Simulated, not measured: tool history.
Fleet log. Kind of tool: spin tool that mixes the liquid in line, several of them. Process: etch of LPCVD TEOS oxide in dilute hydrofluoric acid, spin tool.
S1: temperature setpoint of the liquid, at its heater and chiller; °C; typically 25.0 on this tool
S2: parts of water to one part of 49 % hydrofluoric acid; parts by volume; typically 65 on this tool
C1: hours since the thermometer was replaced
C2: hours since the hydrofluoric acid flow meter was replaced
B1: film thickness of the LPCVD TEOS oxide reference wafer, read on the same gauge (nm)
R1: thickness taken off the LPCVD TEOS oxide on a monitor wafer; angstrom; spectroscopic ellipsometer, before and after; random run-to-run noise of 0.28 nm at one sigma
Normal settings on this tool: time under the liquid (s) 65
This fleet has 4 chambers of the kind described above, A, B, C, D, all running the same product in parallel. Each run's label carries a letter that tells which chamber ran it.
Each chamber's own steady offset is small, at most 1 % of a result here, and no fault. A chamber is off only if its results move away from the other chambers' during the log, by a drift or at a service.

Run 1D, hour 7.5: usual settings; C1 1037.8; C2 39.5; B1 60.001. Result: R1 439.04 angstrom.
Run 2B, hour 18.0: usual settings; C1 861.9; C2 1807.0; B1 60.000. Result: R1 432.94 angstrom.
Run 3C, hour 27.5: usual settings; C1 602.1; C2 49.3; B1 59.987. Result: R1 435.75 angstrom.
Run 4A, hour 37.9: usual settings; C1 509.2; C2 142.0; B1 59.980. Result: R1 438.77 angstrom.
Run 5D, hour 47.7: usual settings; C1 1078.0; C2 79.7; B1 60.033. Result: R1 439.37 angstrom.
Run 6C, hour 57.6: usual settings; C1 632.2; C2 79.4; B1 59.995. Result: R1 435.73 angstrom.
Run 7A, hour 62.5: usual settings; C1 533.8; C2 166.6; B1 60.016. Result: R1 442.59 angstrom.
Run 8B, hour 71.1: usual settings; C1 915.0; C2 1860.1; B1 60.023. Result: R1 431.88 angstrom.
Run 9B, hour 80.3: usual settings; C1 924.2; C2 1869.3; B1 60.029. Result: R1 436.55 angstrom.
Run 10C, hour 86.6: usual settings but S1 29.5 °C, time under the liquid (s) 45; C1 661.2; C2 108.4; B1 59.974. Result: R1 365.25 angstrom.
Run 11D, hour 91.9: usual settings but S1 29.5 °C, time under the liquid (s) 45; C1 1122.2; C2 123.9; B1 59.995. Result: R1 360.47 angstrom.
Run 12A, hour 97.3: usual settings but S1 29.5 °C, time under the liquid (s) 45; C1 568.6; C2 201.4; B1 59.991. Result: R1 360.70 angstrom.
Run 13A, hour 107.3: usual settings but S1 29.5 °C, time under the liquid (s) 45; C1 578.6; C2 211.4; B1 60.018. Result: R1 366.03 angstrom.
Run 14C, hour 114.9: usual settings; C1 689.5; C2 136.7; B1 59.979. Result: R1 434.83 angstrom.
Run 15B, hour 121.8: usual settings; C1 965.7; C2 1910.8; B1 59.984. Result: R1 437.88 angstrom.
At hour 129.8: chamber B: hydrofluoric acid flow meter replaced.
Run 16D, hour 132.0: usual settings; C1 1162.3; C2 164.0; B1 60.009. Result: R1 440.96 angstrom.
Run 17B, hour 140.9: usual settings; C1 984.8; C2 11.2; B1 59.999. Result: R1 438.62 angstrom.
Run 18A, hour 150.1: usual settings; C1 621.4; C2 254.2; B1 59.973. Result: R1 441.25 angstrom.
Run 19D, hour 156.0: usual settings but S2 55 parts by volume; C1 1186.3; C2 188.0; B1 60.008. Result: R1 522.97 angstrom.
Run 20C, hour 166.9: usual settings but S2 55 parts by volume; C1 741.5; C2 188.7; B1 60.007. Result: R1 518.62 angstrom.
Run 21B, hour 174.0: usual settings but S2 55 parts by volume; C1 1017.9; C2 44.3; B1 60.018. Result: R1 519.96 angstrom.
Run 22C, hour 179.4: usual settings but S2 55 parts by volume; C1 754.0; C2 201.2; B1 59.989. Result: R1 523.36 angstrom.
Run 23A, hour 189.0: usual settings but S1 22.5 °C, S2 40 parts by volume; C1 660.3; C2 293.1; B1 59.989. Result: R1 666.48 angstrom.
Run 24D, hour 199.2: usual settings but S1 22.5 °C, S2 40 parts by volume; C1 1229.5; C2 231.2; B1 59.997. Result: R1 672.75 angstrom.
Run 25D, hour 204.4: usual settings but S1 22.5 °C, S2 40 parts by volume; C1 1234.7; C2 236.4; B1 60.006. Result: R1 671.97 angstrom.
Run 26C, hour 209.2: usual settings but S1 22.5 °C, S2 40 parts by volume; C1 783.8; C2 231.0; B1 60.030. Result: R1 658.98 angstrom.
Run 27B, hour 214.9: usual settings; C1 1058.8; C2 85.2; B1 60.025. Result: R1 436.74 angstrom.
Run 28A, hour 221.0: usual settings; C1 692.3; C2 325.1; B1 59.987. Result: R1 436.64 angstrom.
Run 29D, hour 228.9: usual settings; C1 1259.2; C2 260.9; B1 59.991. Result: R1 435.78 angstrom.

Read the log: is a single chamber off, either drifting away or since a service, is the gauge that measures every chamber drifting, or is nothing wrong beyond small per-chamber offsets? Name any odd chamber and what most likely caused it.

Beyond each chamber's small constant offset nothing stands out, and the gauge stays steady.
